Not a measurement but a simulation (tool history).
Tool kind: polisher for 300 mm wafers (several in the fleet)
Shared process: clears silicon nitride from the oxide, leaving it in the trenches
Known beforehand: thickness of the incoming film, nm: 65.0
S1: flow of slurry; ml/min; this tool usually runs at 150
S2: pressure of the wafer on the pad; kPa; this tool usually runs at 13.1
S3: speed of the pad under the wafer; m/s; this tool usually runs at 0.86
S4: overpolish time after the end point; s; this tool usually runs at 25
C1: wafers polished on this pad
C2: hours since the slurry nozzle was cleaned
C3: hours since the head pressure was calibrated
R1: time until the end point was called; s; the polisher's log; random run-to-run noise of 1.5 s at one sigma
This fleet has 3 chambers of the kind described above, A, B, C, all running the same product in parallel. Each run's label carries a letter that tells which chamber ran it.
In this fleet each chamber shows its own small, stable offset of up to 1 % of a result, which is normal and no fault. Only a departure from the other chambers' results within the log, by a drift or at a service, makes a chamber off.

At hour 1.2: chamber C: worn pad replaced by a new one.
Run 1A, hour 6.9: usual settings; C1 106; C2 276.8; C3 265.9. Result: R1 136.05 s.
Run 2B, hour 12.6: usual settings; C1 221; C2 129.1; C3 364.9. Result: R1 136.34 s.
Run 3C, hour 18.1: usual settings; C1 141; C2 146.7; C3 273.0. Result: R1 133.57 s.
Run 4A, hour 27.2: usual settings; C1 276; C2 297.1; C3 286.2. Result: R1 135.22 s.
Run 5C, hour 35.1: usual settings; C1 283; C2 163.7; C3 290.0. Result: R1 137.34 s.
Run 6B, hour 44.6: usual settings; C1 488; C2 161.1; C3 396.9. Result: R1 136.59 s.
Run 7A, hour 54.0: usual settings; C1 499; C2 323.9; C3 313.0. Result: R1 137.10 s.
Run 8C, hour 58.8: usual settings; C1 481; C2 187.4; C3 313.7. Result: R1 135.91 s.
Run 9B, hour 65.2: usual settings but S2 10.3 kPa, S4 32 s; C1 660; C2 181.7; C3 417.5. Result: R1 173.36 s.
At hour 66.5: chamber B: worn pad replaced by a new one.
Run 10C, hour 70.9: usual settings but S2 10.3 kPa, S4 32 s; C1 582; C2 199.5; C3 325.8. Result: R1 176.58 s.
Run 11B, hour 77.9: usual settings but S2 10.3 kPa, S4 32 s; C1 95; C2 194.4; C3 430.2. Result: R1 171.41 s.
At hour 80.1: chamber A: head pressure recalibrated.
At hour 80.5: chamber C: worn pad replaced by a new one.
Run 12A, hour 82.8: usual settings; C1 740; C2 352.7; C3 2.7. Result: R1 136.70 s.
At hour 89.1: chamber A: worn pad replaced by a new one.
Run 13C, hour 89.4: usual settings; C1 74; C2 218.0; C3 344.3. Result: R1 134.84 s.
Run 14B, hour 94.3: usual settings; C1 232; C2 210.8; C3 446.6. Result: R1 137.70 s.
Run 15A, hour 102.5: usual settings; C1 111; C2 372.4; C3 22.4. Result: R1 137.22 s.
At hour 108.8: chamber C: slurry nozzle cleaned.
Run 16C, hour 112.2: usual settings; C1 264; C2 3.4; C3 367.1. Result: R1 137.38 s.
Run 17B, hour 120.3: usual settings but S4 34 s; C1 449; C2 236.8; C3 472.6. Result: R1 140.43 s.
Run 18A, hour 130.7: usual settings but S4 34 s; C1 347; C2 400.6; C3 50.6. Result: R1 136.02 s.
Run 19C, hour 136.1: usual settings but S4 34 s; C1 464; C2 27.3; C3 391.0. Result: R1 136.43 s.
Run 20A, hour 146.4: usual settings; C1 478; C2 416.3; C3 66.3. Result: R1 134.58 s.
At hour 147.5: chamber B: worn pad replaced by a new one.
Run 21B, hour 151.1: usual settings but S4 39 s; C1 30; C2 267.6; C3 503.4. Result: R1 145.12 s.
At hour 153.1: chamber C: worn pad replaced by a new one.
At hour 156.9: chamber C: head pressure recalibrated.
Run 22C, hour 159.0: usual settings but S4 39 s; C1 50; C2 50.2; C3 2.1. Result: R1 136.81 s.
Run 23A, hour 166.5: usual settings but S4 39 s; C1 646; C2 436.4; C3 86.4. Result: R1 136.97 s.
Run 24B, hour 173.4: usual settings; C1 216; C2 289.9; C3 525.7. Result: R1 147.57 s.
At hour 183.6: chamber A: worn pad replaced by a new one.
Run 25A, hour 183.9: usual settings; C1 3; C2 453.8; C3 103.8. Result: R1 137.71 s.
Run 26B, hour 193.8: usual settings; C1 387; C2 310.3; C3 546.1. Result: R1 150.73 s.

The same settings go to every chamber for the next run, one line per chamber below. Forecast the results for each:
Run 27A, hour 201.5: usual settings. Result: R1 ?.
Run 27B, hour 201.5: usual settings. Result: R1 ?.
Run 27C, hour 201.5: usual settings. Result: R1 ?.

run      R1
27A  139.68
27B  154.14
27C  135.81
